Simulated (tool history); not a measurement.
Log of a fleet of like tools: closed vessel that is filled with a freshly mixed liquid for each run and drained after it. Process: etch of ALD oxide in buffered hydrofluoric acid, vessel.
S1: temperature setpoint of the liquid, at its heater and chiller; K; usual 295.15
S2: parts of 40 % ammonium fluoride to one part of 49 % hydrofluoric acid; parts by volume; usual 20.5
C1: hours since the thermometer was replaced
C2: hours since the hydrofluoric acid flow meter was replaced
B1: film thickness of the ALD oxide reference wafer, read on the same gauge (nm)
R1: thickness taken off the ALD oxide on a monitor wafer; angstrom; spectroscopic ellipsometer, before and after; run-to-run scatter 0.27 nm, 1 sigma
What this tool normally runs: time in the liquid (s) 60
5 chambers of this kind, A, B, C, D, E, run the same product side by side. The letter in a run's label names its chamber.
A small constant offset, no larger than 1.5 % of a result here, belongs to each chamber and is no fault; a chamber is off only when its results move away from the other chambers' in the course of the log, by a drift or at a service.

{"run": "1A", "hour": 8.9, "S1": 295.15, "S2": 20.5, "time in the liquid (s)": 60, "C1": 1373.6, "C2": 649.9, "B1": 120.01, "R1": 665.9}
{"run": "2B", "hour": 15.8, "S1": 295.15, "S2": 20.5, "time in the liquid (s)": 60, "C1": 799.7, "C2": 1723, "B1": 119.99, "R1": 665.25}
{"hour": 25.5, "done": "chamber D: hydrofluoric acid flow meter replaced"}
{"run": "3C", "hour": 26.0, "S1": 295.15, "S2": 20.5, "time in the liquid (s)": 60, "C1": 161.2, "C2": 75.2, "B1": 120.03, "R1": 676.5}
{"run": "4E", "hour": 38.1, "S1": 295.15, "S2": 20.5, "time in the liquid (s)": 60, "C1": 278.8, "C2": 626, "B1": 120.01, "R1": 665.16}
{"run": "5D", "hour": 50.9, "S1": 295.15, "S2": 20.5, "time in the liquid (s)": 60, "C1": 651.8, "C2": 25.4, "B1": 120.02, "R1": 671.53}
{"run": "6D", "hour": 57.6, "S1": 295.15, "S2": 20.5, "time in the liquid (s)": 60, "C1": 658.5, "C2": 32.1, "B1": 119.99, "R1": 678.13}
{"run": "7B", "hour": 68.8, "S1": 295.15, "S2": 20.5, "time in the liquid (s)": 60, "C1": 852.7, "C2": 1776, "B1": 120, "R1": 674.47}
{"run": "8A", "hour": 79.0, "S1": 295.15, "S2": 20.5, "time in the liquid (s)": 60, "C1": 1443.7, "C2": 720, "B1": 120.01, "R1": 661.31}
{"run": "9E", "hour": 92.8, "S1": 295.15, "S2": 20.5, "time in the liquid (s)": 60, "C1": 333.5, "C2": 680.7, "B1": 120.03, "R1": 664.42}
{"run": "10C", "hour": 107.0, "S1": 295.15, "S2": 20.5, "time in the liquid (s)": 60, "C1": 242.2, "C2": 156.2, "B1": 120.03, "R1": 676.85}
{"run": "11B", "hour": 117.9, "S1": 295.15, "S2": 20.5, "time in the liquid (s)": 60, "C1": 901.8, "C2": 1825.1, "B1": 119.99, "R1": 667.16}
{"run": "12E", "hour": 125.8, "S1": 295.15, "S2": 20.5, "time in the liquid (s)": 60, "C1": 366.5, "C2": 713.7, "B1": 119.96, "R1": 662.1}
{"run": "13A", "hour": 133.9, "S1": 291.15, "S2": 14, "time in the liquid (s)": 60, "C1": 1498.6, "C2": 774.9, "B1": 120.03, "R1": 770.74}
{"run": "14D", "hour": 147.9, "S1": 291.15, "S2": 14, "time in the liquid (s)": 60, "C1": 748.8, "C2": 122.4, "B1": 119.98, "R1": 790.88}
{"run": "15C", "hour": 162.3, "S1": 291.15, "S2": 14, "time in the liquid (s)": 60, "C1": 297.5, "C2": 211.5, "B1": 120.02, "R1": 772.1}
{"run": "16E", "hour": 173.5, "S1": 291.15, "S2": 14, "time in the liquid (s)": 60, "C1": 414.2, "C2": 761.4, "B1": 119.98, "R1": 773.24}
{"run": "17C", "hour": 187.2, "S1": 291.15, "S2": 14, "time in the liquid (s)": 60, "C1": 322.4, "C2": 236.4, "B1": 120.02, "R1": 780.08}
{"run": "18B", "hour": 195.2, "S1": 295.15, "S2": 20.5, "time in the liquid (s)": 60, "C1": 979.1, "C2": 1902.4, "B1": 120.02, "R1": 672.25}
{"run": "19D", "hour": 203.4, "S1": 295.15, "S2": 20.5, "time in the liquid (s)": 60, "C1": 804.3, "C2": 177.9, "B1": 119.99, "R1": 682.73}
{"run": "20A", "hour": 213.1, "S1": 295.15, "S2": 20.5, "time in the liquid (s)": 60, "C1": 1577.8, "C2": 854.1, "B1": 119.99, "R1": 669.09}
{"run": "21E", "hour": 224.5, "S1": 295.15, "S2": 20.5, "time in the liquid (s)": 60, "C1": 465.2, "C2": 812.4, "B1": 120.02, "R1": 662.78}
{"run": "22B", "hour": 232.6, "S1": 295.15, "S2": 20.5, "time in the liquid (s)": 60, "C1": 1016.5, "C2": 1939.8, "B1": 120.04, "R1": 673.6}
{"run": "23D", "hour": 245.5, "S1": 295.15, "S2": 20.5, "time in the liquid (s)": 60, "C1": 846.4, "C2": 220, "B1": 120, "R1": 687.28}
{"run": "24C", "hour": 256.8, "S1": 295.15, "S2": 20.5, "time in the liquid (s)": 60, "C1": 392, "C2": 306, "B1": 119.97, "R1": 674.87}
{"run": "25A", "hour": 266.8, "S1": 295.15, "S2": 20.5, "time in the liquid (s)": 60, "C1": 1631.5, "C2": 907.8, "B1": 119.99, "R1": 664.74}
{"run": "26E", "hour": 279.7, "S1": 298.65, "S2": 20.5, "time in the liquid (s)": 45, "C1": 520.4, "C2": 867.6, "B1": 120.01, "R1": 599.98}
{"run": "27A", "hour": 288.4, "S1": 298.65, "S2": 20.5, "time in the liquid (s)": 45, "C1": 1653.1, "C2": 929.4, "B1": 119.97, "R1": 605.76}
{"run": "28C", "hour": 297.4, "S1": 298.65, "S2": 20.5, "time in the liquid (s)": 45, "C1": 432.6, "C2": 346.6, "B1": 119.99, "R1": 614.34}
{"run": "29B", "hour": 309.9, "S1": 298.65, "S2": 20.5, "time in the liquid (s)": 45, "C1": 1093.8, "C2": 2017.1, "B1": 119.98, "R1": 612.57}
{"run": "30D", "hour": 316.8, "S1": 298.65, "S2": 20.5, "time in the liquid (s)": 45, "C1": 917.7, "C2": 291.3, "B1": 119.97, "R1": 634.58}
{"run": "31C", "hour": 330.1, "S1": 295.15, "S2": 20.5, "time in the liquid (s)": 60, "C1": 465.3, "C2": 379.3, "B1": 119.98, "R1": 674}
{"run": "32D", "hour": 343.0, "S1": 295.15, "S2": 20.5, "time in the liquid (s)": 60, "C1": 943.9, "C2": 317.5, "B1": 120.02, "R1": 708.08}
{"run": "33A", "hour": 352.9, "S1": 295.15, "S2": 20.5, "time in the liquid (s)": 60, "C1": 1717.6, "C2": 993.9, "B1": 119.99, "R1": 662.39}
{"run": "34B", "hour": 359.8, "S1": 295.15, "S2": 20.5, "time in the liquid (s)": 60, "C1": 1143.7, "C2": 2067, "B1": 120.02, "R1": 667.82}
{"run": "35E", "hour": 371.2, "S1": 295.15, "S2": 20.5, "time in the liquid (s)": 45, "C1": 611.9, "C2": 959.1, "B1": 120, "R1": 495.35}
{"run": "36A", "hour": 382.6, "S1": 295.15, "S2": 20.5, "time in the liquid (s)": 45, "C1": 1747.3, "C2": 1023.6, "B1": 120, "R1": 498.33}
{"run": "37D", "hour": 391.8, "S1": 295.15, "S2": 20.5, "time in the liquid (s)": 45, "C1": 992.7, "C2": 366.3, "B1": 120, "R1": 531.64}
{"run": "38B", "hour": 402.5, "S1": 295.15, "S2": 20.5, "time in the liquid (s)": 45, "C1": 1186.4, "C2": 2109.7, "B1": 119.99, "R1": 502.49}
{"run": "39C", "hour": 411.8, "S1": 295.15, "S2": 20.5, "time in the liquid (s)": 45, "C1": 547, "C2": 461, "B1": 119.99, "R1": 507.27}

Each of the 5 chambers runs these same settings next. Fill in every chamber's results:
{"run": "40A", "hour": 422.7, "S1": 295.15, "S2": 20.5, "time in the liquid (s)": 60, "R1": "?"}
{"run": "40B", "hour": 422.7, "S1": 295.15, "S2": 20.5, "time in the liquid (s)": 60, "R1": "?"}
{"run": "40C", "hour": 422.7, "S1": 295.15, "S2": 20.5, "time in the liquid (s)": 60, "R1": "?"}
{"run": "40D", "hour": 422.7, "S1": 295.15, "S2": 20.5, "time in the liquid (s)": 60, "R1": "?"}
{"run": "40E", "hour": 422.7, "S1": 295.15, "S2": 20.5, "time in the liquid (s)": 60, "R1": "?"}

run=40A R1=666.18
run=40B R1=664.22
run=40C R1=671.27
run=40D R1=707.54
run=40E R1=662.16
